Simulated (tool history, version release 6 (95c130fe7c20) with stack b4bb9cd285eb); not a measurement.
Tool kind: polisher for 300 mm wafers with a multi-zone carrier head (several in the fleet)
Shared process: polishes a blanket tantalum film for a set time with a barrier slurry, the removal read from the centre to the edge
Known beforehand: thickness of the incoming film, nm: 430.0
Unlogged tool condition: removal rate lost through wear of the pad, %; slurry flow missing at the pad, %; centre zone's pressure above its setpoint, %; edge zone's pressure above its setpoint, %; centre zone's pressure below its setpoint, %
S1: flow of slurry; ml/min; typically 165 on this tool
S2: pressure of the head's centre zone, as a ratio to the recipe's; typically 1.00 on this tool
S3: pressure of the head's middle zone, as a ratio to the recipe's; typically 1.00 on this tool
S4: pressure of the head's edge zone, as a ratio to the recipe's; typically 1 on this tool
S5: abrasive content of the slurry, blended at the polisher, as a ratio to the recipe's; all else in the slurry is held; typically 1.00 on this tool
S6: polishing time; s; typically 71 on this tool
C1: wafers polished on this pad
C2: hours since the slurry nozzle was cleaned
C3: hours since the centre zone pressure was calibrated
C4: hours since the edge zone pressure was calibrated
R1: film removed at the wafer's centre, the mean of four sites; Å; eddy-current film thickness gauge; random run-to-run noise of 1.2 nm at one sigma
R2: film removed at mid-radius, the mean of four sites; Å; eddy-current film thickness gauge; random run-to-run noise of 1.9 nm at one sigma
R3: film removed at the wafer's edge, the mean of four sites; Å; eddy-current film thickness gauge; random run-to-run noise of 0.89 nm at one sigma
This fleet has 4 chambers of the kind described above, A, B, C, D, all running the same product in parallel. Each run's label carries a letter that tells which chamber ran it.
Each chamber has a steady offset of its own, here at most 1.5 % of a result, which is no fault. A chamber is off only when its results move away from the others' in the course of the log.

run   hour   S1    S2    S3  S4    S5  S6    C1     C2     C3     C4      R1      R2      R3
       6.2  -- chamber B: worn pad replaced by a new one
 1C    8.9  165  1.00  1.00   1  1.00  71   464  356.6  350.6  205.7  1445.6  1449.8  1446.6
 2A   14.9  165  1.00  1.00   1  1.00  71   569   71.3  641.1  333.4  1460.6  1477.2  1467.3
 3B   26.7  165  1.00  1.00   1  1.00  71   246  240.8  342.5   87.6  1442.5  1478.1  1458.8
      28.6  -- chamber D: worn pad replaced by a new one
      31.1  -- chamber C: centre zone pressure recalibrated
 4D   34.3  165  1.00  1.00   1  1.00  71    69  287.4   58.8  807.9  1454.8  1462.0  1446.8
 5B   42.8  165  1.00  1.00   1  1.00  71   439  256.9  358.6  103.7  1426.1  1487.8  1449.0
 6A   51.6  165  1.00  1.00   1  1.00  71  1008  108.0  677.8  370.1  1453.1  1423.4  1464.1
 7D   58.5  165  1.00  1.00   1  1.00  71   358  311.6   83.0  832.1  1460.8  1464.9  1431.2
      61.3  -- chamber C: worn pad replaced by a new one
 8C   66.8  165  1.00  1.00   1  1.00  71    66  414.5   35.7  263.6  1434.3  1435.6  1453.1
 9C   73.4  210  1.00  1.00   1  1.00  71   145  421.1   42.3  270.2  1512.2  1504.5  1489.5
      75.8  -- chamber B: worn pad replaced by a new one
      80.9  -- chamber B: slurry nozzle cleaned
10D   82.0  210  1.00  1.00   1  1.00  71   639  335.1  106.5  855.6  1507.0  1520.6  1496.2
      87.5  -- chamber A: centre zone pressure recalibrated
11B   93.7  210  1.00  1.00   1  1.00  71   215   12.9  409.5  154.6  1526.6  1512.4  1491.7
12A   99.9  210  1.00  1.00   1  1.00  71  1586  156.3   12.4  418.4  1697.1  1482.1  1513.6
     100.7  -- chamber D: worn pad replaced by a new one
     105.3  -- chamber A: worn pad replaced by a new one
13C  108.1  165  1.00  1.00   1  1.00  71   560  455.8   77.0  304.9  1448.5  1478.5  1455.8
14D  119.9  165  1.00  1.00   1  1.00  71   229  373.0  144.4  893.5  1456.4  1461.9  1432.4
15B  125.4  165  1.00  1.00   1  1.00  71   594   44.6  441.2  186.3  1454.6  1469.0  1464.3
16A  134.3  165  1.00  1.00   1  1.00  71   347  190.7   46.8  452.8  1623.5  1477.5  1464.8
     135.7  -- chamber C: worn pad replaced by a new one
     138.2  -- chamber B: centre zone pressure recalibrated
17C  141.9  165  1.00  1.00   1  1.00  71    74  489.6  110.8  338.7  1449.3  1446.2  1466.9
     147.6  -- chamber B: worn pad replaced by a new one
18B  151.3  165  1.00  1.00   1  1.00  71    45   70.5   13.1  212.2  1450.8  1443.9  1468.9
     159.6  -- chamber D: edge zone pressure recalibrated
19D  162.6  165  1.00  1.00   1  1.00  71   740  415.7  187.1    3.1  1452.2  1475.7  1422.9
     171.7  -- chamber D: worn pad replaced by a new one
20A  174.2  165  1.00  1.00   1  1.00  71   825  230.6   86.7  492.7  1597.5  1458.3  1485.3
21C  185.4  165  1.00  1.00   1  1.00  71   594  533.1  154.3  382.2  1425.9  1449.0  1452.9
22A  190.9  165  1.00  1.00   1  1.00  71  1024  247.3  103.4  509.4  1645.1  1463.3  1447.0
23B  199.6  165  1.00  1.00   1  1.00  71   622  118.8   61.4  260.5  1446.8  1428.3  1465.5
     206.4  -- chamber C: worn pad replaced by a new one
     210.2  -- chamber B: worn pad replaced by a new one
24D  211.5  165  1.07  1.06   1  1.00  71   476  464.6  236.0   52.0  1560.1  1547.4  1449.0
25D  222.9  165  1.07  1.06   1  1.00  71   612  476.0  247.4   63.4  1556.2  1540.9  1436.5
     229.8  -- chamber A: worn pad replaced by a new one
26B  230.3  165  1.07  1.06   1  1.00  71   240  149.5   92.1  291.2  1564.8  1536.2  1445.4
27C  240.3  165  1.07  1.06   1  1.00  71   406  588.0  209.2  437.1  1547.7  1512.6  1453.5
28A  249.7  165  1.00  0.94   1  1.15  71   239  306.1  162.2  568.2  1676.2  1409.7  1530.9
     255.0  -- chamber C: edge zone pressure recalibrated
29B  257.0  165  1.00  0.94   1  1.15  71   560  176.2  118.8  317.9  1496.8  1432.4  1518.9
30C  265.1  165  1.00  0.94   1  1.15  71   703  612.8  234.0   10.2  1496.4  1411.0  1510.0

What goes on in this fleet: one chamber off, a drifting gauge, or nothing beyond the chambers' own small offsets? Name the chamber and the cause, if any.

After it was serviced, chamber A no longer matches the other chambers.
Most likely cause: centre zone's pressure above its setpoint, % = 9.84.

Below are 4 candidate recipes for chamber A's next run, each the usual settings with a change, their results shown as question marks. Which of them brings A's results back in line with what the other chambers give on the usual settings?
To be in line, a result may differ from the other chambers' mean on the usual settings by at most: R1 41.0 Å; R2 68.0 Å; R3 31.0 Å
31A-1  273.6  160  0.92  1.03  1.02  1.00  70                   ?   ?   ?
31A-2  273.6  165  1.02  0.99  0.99  1.00  72                   ?   ?   ?
31A-3  273.6  170  1.08  0.97  0.98  1.00  72                   ?   ?   ?
31A-4  273.6  165  0.97  1.01  1.01  1.00  71                   ?   ?   ?

The other chambers' mean on the usual settings: R1 1446.3 Å; R2 1454.6 Å; R3 1449.7 Å
  run      R1      R2      R3
31A-1  1446.3  1475.4  1446.2
31A-2  1672.8  1470.2  1471.1
31A-3  1788.7  1449.7  1469.3
31A-4  1562.8  1477.2  1465.5
With 31A-1, the chamber falls back in line with the rest.

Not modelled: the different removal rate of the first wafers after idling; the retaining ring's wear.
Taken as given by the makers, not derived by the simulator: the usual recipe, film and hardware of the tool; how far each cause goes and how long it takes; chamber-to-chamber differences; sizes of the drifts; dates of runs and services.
